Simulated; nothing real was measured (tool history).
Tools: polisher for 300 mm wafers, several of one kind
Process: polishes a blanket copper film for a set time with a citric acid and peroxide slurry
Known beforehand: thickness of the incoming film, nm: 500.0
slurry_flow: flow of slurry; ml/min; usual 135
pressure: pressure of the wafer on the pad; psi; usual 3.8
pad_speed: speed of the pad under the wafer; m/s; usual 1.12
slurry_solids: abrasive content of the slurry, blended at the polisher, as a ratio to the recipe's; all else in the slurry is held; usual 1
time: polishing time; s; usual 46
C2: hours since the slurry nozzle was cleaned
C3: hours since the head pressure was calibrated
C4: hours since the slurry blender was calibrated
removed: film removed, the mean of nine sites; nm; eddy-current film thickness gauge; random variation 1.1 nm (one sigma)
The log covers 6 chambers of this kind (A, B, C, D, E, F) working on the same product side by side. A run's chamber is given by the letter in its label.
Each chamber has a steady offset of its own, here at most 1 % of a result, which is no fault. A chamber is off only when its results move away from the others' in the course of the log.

-- day=0.208 chamber D: worn pad replaced by a new one
run 1B day=0.358 | slurry_flow=135 pressure=3.8 pad_speed=1.12 slurry_solids=1 time=46 | wafers_polished_on_this_pad=255 C2=557 C3=634.6 C4=69.6 | removed=169.17
run 2F day=0.738 | slurry_flow=135 pressure=3.8 pad_speed=1.12 slurry_solids=1 time=46 | wafers_polished_on_this_pad=763 C2=139.8 C3=44.5 C4=148.7 | removed=170.1
-- day=0.842 chamber C: slurry blender recalibrated
run 3A day=1.204 | slurry_flow=135 pressure=3.8 pad_speed=1.12 slurry_solids=1 time=46 | wafers_polished_on_this_pad=586 C2=173 C3=37.4 C4=56.3 | removed=170.92
-- day=1.383 chamber F: worn pad replaced by a new one
-- day=1.55 chamber C: worn pad replaced by a new one
run 4E day=1.767 | slurry_flow=135 pressure=3.8 pad_speed=1.12 slurry_solids=1 time=46 | wafers_polished_on_this_pad=422 C2=688.9 C3=326.5 C4=123.4 | removed=169.3
run 5C day=2.083 | slurry_flow=135 pressure=2.5 pad_speed=1.12 slurry_solids=0.85 time=46 | wafers_polished_on_this_pad=111 C2=74.7 C3=711.2 C4=29.8 | removed=107.25
-- day=2.358 chamber D: slurry blender recalibrated
run 6D day=2.396 | slurry_flow=135 pressure=2.5 pad_speed=1.12 slurry_solids=0.85 time=46 | wafers_polished_on_this_pad=455 C2=307.2 C3=1305.4 C4=1 | removed=109.42
run 7C day=2.658 | slurry_flow=135 pressure=2.5 pad_speed=1.12 slurry_solids=0.85 time=46 | wafers_polished_on_this_pad=231 C2=88.5 C3=725 C4=43.6 | removed=107.27
-- day=2.671 chamber A: worn pad replaced by a new one
-- day=2.767 chamber A: slurry nozzle cleaned
run 8D day=3.008 | slurry_flow=135 pressure=2.5 pad_speed=1.12 slurry_solids=0.85 time=46 | wafers_polished_on_this_pad=583 C2=321.9 C3=1320.1 C4=15.7 | removed=109.41
-- day=3.567 chamber E: worn pad replaced by a new one
run 9B day=3.579 | slurry_flow=135 pressure=2.5 pad_speed=1.12 slurry_solids=0.85 time=46 | wafers_polished_on_this_pad=925 C2=634.3 C3=711.9 C4=146.9 | removed=106.3
-- day=3.904 chamber E: head pressure recalibrated
-- day=3.912 chamber E: slurry nozzle cleaned
run 10A day=4.029 | slurry_flow=135 pressure=2.5 pad_speed=1.12 slurry_solids=0.85 time=46 | wafers_polished_on_this_pad=282 C2=30.3 C3=105.2 C4=124.1 | removed=108.91
run 11E day=4.3 | slurry_flow=135 pressure=3.8 pad_speed=1.12 slurry_solids=1 time=46 | wafers_polished_on_this_pad=153 C2=9.4 C3=9.6 C4=184.2 | removed=169.82
-- day=4.371 chamber B: worn pad replaced by a new one
-- day=4.421 chamber D: worn pad replaced by a new one
-- day=4.788 chamber F: worn pad replaced by a new one
run 12F day=4.808 | slurry_flow=135 pressure=3.8 pad_speed=1.12 slurry_solids=1 time=46 | wafers_polished_on_this_pad=4 C2=237.5 C3=142.2 C4=246.4 | removed=167.05
run 13D day=5.225 | slurry_flow=165 pressure=3.1 pad_speed=1.12 slurry_solids=1 time=46 | wafers_polished_on_this_pad=167 C2=375.1 C3=1373.3 C4=68.9 | removed=143.49
run 14E day=5.783 | slurry_flow=165 pressure=3.1 pad_speed=1.12 slurry_solids=1 time=46 | wafers_polished_on_this_pad=462 C2=45 C3=45.2 C4=219.8 | removed=145.47
-- day=5.912 chamber D: head pressure recalibrated
run 15A day=6.275 | slurry_flow=165 pressure=3.1 pad_speed=1.12 slurry_solids=1 time=46 | wafers_polished_on_this_pad=750 C2=84.2 C3=159.1 C4=178 | removed=142.46
-- day=6.292 chamber A: worn pad replaced by a new one
run 16F day=6.721 | slurry_flow=165 pressure=3.1 pad_speed=1.12 slurry_solids=1 time=46 | wafers_polished_on_this_pad=402 C2=283.4 C3=188.1 C4=292.3 | removed=143.1
run 17B day=7.154 | slurry_flow=165 pressure=3.1 pad_speed=1.12 slurry_solids=1 time=46 | wafers_polished_on_this_pad=580 C2=720.1 C3=797.7 C4=232.7 | removed=142.7
-- day=7.279 chamber C: worn pad replaced by a new one
-- day=7.633 chamber E: worn pad replaced by a new one
run 18C day=7.746 | slurry_flow=165 pressure=3.1 pad_speed=1.12 slurry_solids=1 time=46 | wafers_polished_on_this_pad=97 C2=210.6 C3=847.1 C4=165.7 | removed=143.18
-- day=8.2 chamber F: slurry nozzle cleaned
run 19B day=8.308 | slurry_flow=135 pressure=3.8 pad_speed=1.12 slurry_solids=1 time=46 | wafers_polished_on_this_pad=820 C2=747.8 C3=825.4 C4=260.4 | removed=169.17
-- day=8.354 chamber D: worn pad replaced by a new one
run 20A day=8.633 | slurry_flow=135 pressure=3.8 pad_speed=1.12 slurry_solids=1 time=46 | wafers_polished_on_this_pad=487 C2=140.8 C3=215.7 C4=234.6 | removed=170.35
-- day=8.742 chamber F: worn pad replaced by a new one
run 21D day=9.162 | slurry_flow=135 pressure=3.8 pad_speed=1.12 slurry_solids=1 time=46 | wafers_polished_on_this_pad=168 C2=469.6 C3=78 C4=163.4 | removed=169
run 22C day=9.442 | slurry_flow=135 pressure=3.8 pad_speed=1.12 slurry_solids=1 time=46 | wafers_polished_on_this_pad=450 C2=251.3 C3=887.8 C4=206.4 | removed=168.24
-- day=9.579 chamber B: worn pad replaced by a new one
-- day=9.871 chamber D: slurry nozzle cleaned
run 23F day=9.925 | slurry_flow=135 pressure=3.8 pad_speed=1.12 slurry_solids=1 time=46 | wafers_polished_on_this_pad=246 C2=41.5 C3=265 C4=369.2 | removed=170.45
-- day=10.054 chamber A: worn pad replaced by a new one
run 24E day=10.283 | slurry_flow=135 pressure=3.8 pad_speed=1.12 slurry_solids=1 time=46 | wafers_polished_on_this_pad=552 C2=153 C3=153.2 C4=327.8 | removed=169.5
run 25A day=10.825 | slurry_flow=135 pressure=3.8 pad_speed=1.12 slurry_solids=1 time=46 | wafers_polished_on_this_pad=160 C2=193.4 C3=268.3 C4=287.2 | removed=168.91
run 26F day=11.388 | slurry_flow=135 pressure=3.8 pad_speed=1.12 slurry_solids=1 time=46 | wafers_polished_on_this_pad=550 C2=76.6 C3=300.1 C4=404.3 | removed=170.58
-- day=11.612 chamber E: worn pad replaced by a new one
run 27C day=11.829 | slurry_flow=135 pressure=3.8 pad_speed=1.12 slurry_solids=1.15 time=35 | wafers_polished_on_this_pad=947 C2=308.6 C3=945.1 C4=263.7 | removed=131.89
-- day=11.85 chamber A: slurry blender recalibrated
-- day=11.992 chamber D: worn pad replaced by a new one
run 28D day=12.121 | slurry_flow=135 pressure=3.8 pad_speed=1.12 slurry_solids=1.15 time=35 | wafers_polished_on_this_pad=27 C2=54.1 C3=149 C4=234.4 | removed=132.77
-- day=12.279 chamber C: head pressure recalibrated
-- day=12.288 chamber E: slurry blender recalibrated
run 29B day=12.479 | slurry_flow=135 pressure=3.8 pad_speed=1.12 slurry_solids=1.15 time=35 | wafers_polished_on_this_pad=604 C2=847.9 C3=925.5 C4=360.5 | removed=130.57
-- day=12.567 chamber A: slurry nozzle cleaned
-- day=12.979 chamber F: worn pad replaced by a new one
run 30E day=13.017 | slurry_flow=135 pressure=3.8 pad_speed=1.12 slurry_solids=1.15 time=35 | wafers_polished_on_this_pad=292 C2=218.6 C3=218.8 C4=17.6 | removed=134.05
-- day=13.204 chamber B: slurry nozzle cleaned
-- day=13.208 chamber B: slurry blender recalibrated
run 31A day=13.521 | slurry_flow=135 pressure=3.8 pad_speed=1.12 slurry_solids=1.15 time=35 | wafers_polished_on_this_pad=721 C2=22.9 C3=333 C4=40.1 | removed=131.93
-- day=13.958 chamber C: worn pad replaced by a new one
-- day=13.971 chamber A: worn pad replaced by a new one
run 32B day=14.071 | slurry_flow=135 pressure=3.8 pad_speed=1.12 slurry_solids=1.15 time=35 | wafers_polished_on_this_pad=935 C2=20.9 C3=963.7 C4=20.7 | removed=133.1
-- day=14.533 chamber B: worn pad replaced by a new one
run 33C day=14.658 | slurry_flow=135 pressure=3.8 pad_speed=1.12 slurry_solids=1 time=46 | wafers_polished_on_this_pad=145 C2=376.5 C3=57.2 C4=331.6 | removed=165.06
run 34D day=15.012 | slurry_flow=135 pressure=3.8 pad_speed=1.12 slurry_solids=1 time=46 | wafers_polished_on_this_pad=629 C2=123.5 C3=218.4 C4=303.8 | removed=170.08
-- day=15.496 chamber E: worn pad replaced by a new one
run 35E day=15.608 | slurry_flow=135 pressure=3.8 pad_speed=1.12 slurry_solids=1 time=46 | wafers_polished_on_this_pad=23 C2=280.8 C3=281 C4=79.8 | removed=172.27
-- day=16.025 chamber F: slurry blender recalibrated
-- day=16.046 chamber D: worn pad replaced by a new one
run 36F day=16.083 | slurry_flow=135 pressure=3.8 pad_speed=1.12 slurry_solids=1 time=46 | wafers_polished_on_this_pad=646 C2=189.3 C3=412.8 C4=1.4 | removed=170.39
run 37A day=16.362 | slurry_flow=135 pressure=3.8 pad_speed=1.12 slurry_solids=1 time=46 | wafers_polished_on_this_pad=497 C2=91.1 C3=401.2 C4=108.3 | removed=168.13
run 38C day=16.846 | slurry_flow=135 pressure=3.8 pad_speed=1.12 slurry_solids=1 time=46 | wafers_polished_on_this_pad=601 C2=429 C3=109.7 C4=384.1 | removed=167.69
-- day=17.142 chamber F: worn pad replaced by a new one
run 39D day=17.412 | slurry_flow=135 pressure=3.8 pad_speed=0.72 slurry_solids=1 time=46 | wafers_polished_on_this_pad=285 C2=181.1 C3=276 C4=361.4 | removed=109.75
run 40B day=17.838 | slurry_flow=135 pressure=3.8 pad_speed=0.72 slurry_solids=1 time=46 | wafers_polished_on_this_pad=688 C2=111.3 C3=1054.1 C4=111.1 | removed=110.74
run 41F day=18.15 | slurry_flow=135 pressure=3.8 pad_speed=0.72 slurry_solids=1 time=46 | wafers_polished_on_this_pad=209 C2=238.9 C3=462.4 C4=51 | removed=110.43
-- day=18.162 chamber C: slurry blender recalibrated
-- day=18.342 chamber E: head pressure recalibrated
run 42E day=18.488 | slurry_flow=135 pressure=3.8 pad_speed=0.72 slurry_solids=1 time=46 | wafers_polished_on_this_pad=622 C2=349.9 C3=3.5 C4=148.9 | removed=109.46
run 43F day=18.908 | slurry_flow=135 pressure=3.8 pad_speed=0.72 slurry_solids=1 time=46 | wafers_polished_on_this_pad=367 C2=257.1 C3=480.6 C4=69.2 | removed=109.92
run 44C day=19.292 | slurry_flow=135 pressure=3.8 pad_speed=0.72 slurry_solids=1 time=46 | wafers_polished_on_this_pad=1110 C2=487.7 C3=168.4 C4=27.2 | removed=110.07

For the next run the whole fleet of 6 chambers uses the same settings. Give each chamber's results:
run 45A day=19.729 | slurry_flow=135 pressure=3.8 pad_speed=1.12 slurry_solids=1.15 time=46 | removed=?
run 45B day=19.729 | slurry_flow=135 pressure=3.8 pad_speed=1.12 slurry_solids=1.15 time=46 | removed=?
run 45C day=19.729 | slurry_flow=135 pressure=3.8 pad_speed=1.12 slurry_solids=1.15 time=46 | removed=?
run 45D day=19.729 | slurry_flow=135 pressure=3.8 pad_speed=1.12 slurry_solids=1.15 time=46 | removed=?
run 45E day=19.729 | slurry_flow=135 pressure=3.8 pad_speed=1.12 slurry_solids=1.15 time=46 | removed=?
run 45F day=19.729 | slurry_flow=135 pressure=3.8 pad_speed=1.12 slurry_solids=1.15 time=46 | removed=?

run=45A removed=174.6
run=45B removed=173.22
run=45C removed=172.44
run=45D removed=175.72
run=45E removed=172.81
run=45F removed=173.51

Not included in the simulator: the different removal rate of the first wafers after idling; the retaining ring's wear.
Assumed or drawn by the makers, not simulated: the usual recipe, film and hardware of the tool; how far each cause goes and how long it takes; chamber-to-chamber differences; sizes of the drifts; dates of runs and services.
